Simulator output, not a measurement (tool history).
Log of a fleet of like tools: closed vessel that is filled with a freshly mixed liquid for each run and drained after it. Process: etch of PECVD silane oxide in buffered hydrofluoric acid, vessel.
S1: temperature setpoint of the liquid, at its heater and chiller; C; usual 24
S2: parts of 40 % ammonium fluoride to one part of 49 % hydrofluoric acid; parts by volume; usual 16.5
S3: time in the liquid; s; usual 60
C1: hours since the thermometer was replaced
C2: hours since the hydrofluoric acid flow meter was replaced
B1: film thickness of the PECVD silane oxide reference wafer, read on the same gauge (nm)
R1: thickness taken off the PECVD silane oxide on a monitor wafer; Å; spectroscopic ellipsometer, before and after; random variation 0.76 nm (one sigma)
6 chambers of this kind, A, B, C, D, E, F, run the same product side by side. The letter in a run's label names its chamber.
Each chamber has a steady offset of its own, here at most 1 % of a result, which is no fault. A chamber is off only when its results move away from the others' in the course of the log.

run 1E day=0.179 | S1=24 S2=16.5 S3=60 | C1=695.4 C2=1511.8 | B1=130 | R1=826.8
run 2A day=0.342 | S1=24 S2=16.5 S3=60 | C1=903.9 C2=1689.9 | B1=129.99 | R1=837.21
run 3D day=0.538 | S1=24 S2=16.5 S3=60 | C1=1776 C2=748 | B1=129.95 | R1=819.99
run 4C day=0.792 | S1=24 S2=16.5 S3=60 | C1=271.7 C2=435.5 | B1=130.01 | R1=845.42
run 5B day=1.121 | S1=24 S2=16.5 S3=60 | C1=1612.3 C2=915.4 | B1=130 | R1=825.68
run 6F day=1.317 | S1=24 S2=16.5 S3=60 | C1=1188 C2=437.1 | B1=130 | R1=838.06
run 7F day=1.658 | S1=24 S2=21 S3=60 | C1=1196.2 C2=445.3 | B1=129.95 | R1=668.91
run 8D day=1.942 | S1=24 S2=21 S3=60 | C1=1809.7 C2=781.7 | B1=130.01 | R1=660.19
run 9A day=2.221 | S1=24 S2=21 S3=60 | C1=949 C2=1735 | B1=130.01 | R1=665.14
run 10C day=2.417 | S1=24 S2=21 S3=60 | C1=310.7 C2=474.5 | B1=130.03 | R1=674.42
run 11B day=2.625 | S1=24 S2=21 S3=60 | C1=1648.4 C2=951.5 | B1=130.01 | R1=642.74
run 12E day=2.879 | S1=24 S2=21 S3=60 | C1=760.2 C2=1576.6 | B1=130 | R1=666.79
run 13F day=3.167 | S1=24 S2=16.5 S3=60 | C1=1232.4 C2=481.5 | B1=129.99 | R1=837.86
run 14E day=3.496 | S1=24 S2=16.5 S3=60 | C1=775 C2=1591.4 | B1=130 | R1=837.54
run 15C day=3.658 | S1=24 S2=16.5 S3=60 | C1=340.5 C2=504.3 | B1=130.04 | R1=840.86
-- day=3.762 chamber D: hydrofluoric acid flow meter replaced
run 16A day=3.979 | S1=24 S2=16.5 S3=60 | C1=991.2 C2=1777.2 | B1=129.98 | R1=836.9
run 17B day=4.225 | S1=24 S2=16.5 S3=60 | C1=1686.8 C2=989.9 | B1=129.99 | R1=826.25
run 18D day=4.496 | S1=28 S2=16.5 S3=60 | C1=1871 C2=17.7 | B1=130.02 | R1=1022.1
run 19B day=4.746 | S1=28 S2=16.5 S3=60 | C1=1699.3 C2=1002.4 | B1=129.99 | R1=1017.9
run 20A day=5.017 | S1=28 S2=16.5 S3=60 | C1=1016.1 C2=1802.1 | B1=129.98 | R1=1042.8
-- day=5.046 chamber D: thermometer replaced
run 21E day=5.304 | S1=28 S2=16.5 S3=60 | C1=818.4 C2=1634.8 | B1=129.99 | R1=1027.9
run 22C day=5.65 | S1=28 S2=16.5 S3=60 | C1=388.3 C2=552.1 | B1=130.04 | R1=1041
run 23D day=5.925 | S1=28 S2=16.5 S3=60 | C1=21.1 C2=52 | B1=129.99 | R1=1033.4
run 24F day=6.142 | S1=24 S2=16.5 S3=60 | C1=1303.8 C2=552.9 | B1=130 | R1=824.86
run 25D day=6.458 | S1=24 S2=16.5 S3=60 | C1=33.9 C2=64.8 | B1=130 | R1=832.37
run 26E day=6.808 | S1=25.5 S2=16.5 S3=60 | C1=854.5 C2=1670.9 | B1=129.99 | R1=910.87
run 27F day=7.083 | S1=25.5 S2=16.5 S3=60 | C1=1326.4 C2=575.5 | B1=129.99 | R1=909.9
run 28C day=7.312 | S1=25.5 S2=16.5 S3=60 | C1=428.2 C2=592 | B1=129.98 | R1=906.87
run 29A day=7.662 | S1=25.5 S2=16.5 S3=60 | C1=1079.6 C2=1865.6 | B1=130.02 | R1=907.26
run 30B day=7.942 | S1=25.5 S2=16.5 S3=60 | C1=1776 C2=1079.1 | B1=129.94 | R1=900.98
run 31C day=8.15 | S1=25.5 S2=16.5 S3=60 | C1=448.3 C2=612.1 | B1=130.01 | R1=918.04
-- day=8.262 chamber E: hydrofluoric acid flow meter replaced
run 32F day=8.429 | S1=24 S2=16.5 S3=60 | C1=1358.7 C2=607.8 | B1=130.04 | R1=846.99
run 33D day=8.771 | S1=24 S2=16.5 S3=60 | C1=89.4 C2=120.3 | B1=130.03 | R1=830.52
run 34E day=9.092 | S1=24 S2=16.5 S3=60 | C1=909.3 C2=20 | B1=130.07 | R1=836.48
run 35B day=9.308 | S1=24 S2=16.5 S3=60 | C1=1808.8 C2=1111.9 | B1=130.01 | R1=829.44
run 36A day=9.558 | S1=24 S2=16.5 S3=60 | C1=1125.1 C2=1911.1 | B1=129.98 | R1=830.42
run 37C day=9.775 | S1=24 S2=16.5 S3=60 | C1=487.3 C2=651.1 | B1=129.95 | R1=835.2
run 38F day=10.05 | S1=24 S2=16.5 S3=60 | C1=1397.6 C2=646.7 | B1=130 | R1=822.13

All 6 chambers run these settings next. Forecast each chamber's results:
run 39A day=10.312 | S1=24 S2=16.5 S3=60 | R1=?
run 39B day=10.312 | S1=24 S2=16.5 S3=60 | R1=?
run 39C day=10.312 | S1=24 S2=16.5 S3=60 | R1=?
run 39D day=10.312 | S1=24 S2=16.5 S3=60 | R1=?
run 39E day=10.312 | S1=24 S2=16.5 S3=60 | R1=?
run 39F day=10.312 | S1=24 S2=16.5 S3=60 | R1=?

run=39A R1=830.56
run=39B R1=833.22
run=39C R1=824.89
run=39D R1=822.39
run=39E R1=830.56
run=39F R1=822.53

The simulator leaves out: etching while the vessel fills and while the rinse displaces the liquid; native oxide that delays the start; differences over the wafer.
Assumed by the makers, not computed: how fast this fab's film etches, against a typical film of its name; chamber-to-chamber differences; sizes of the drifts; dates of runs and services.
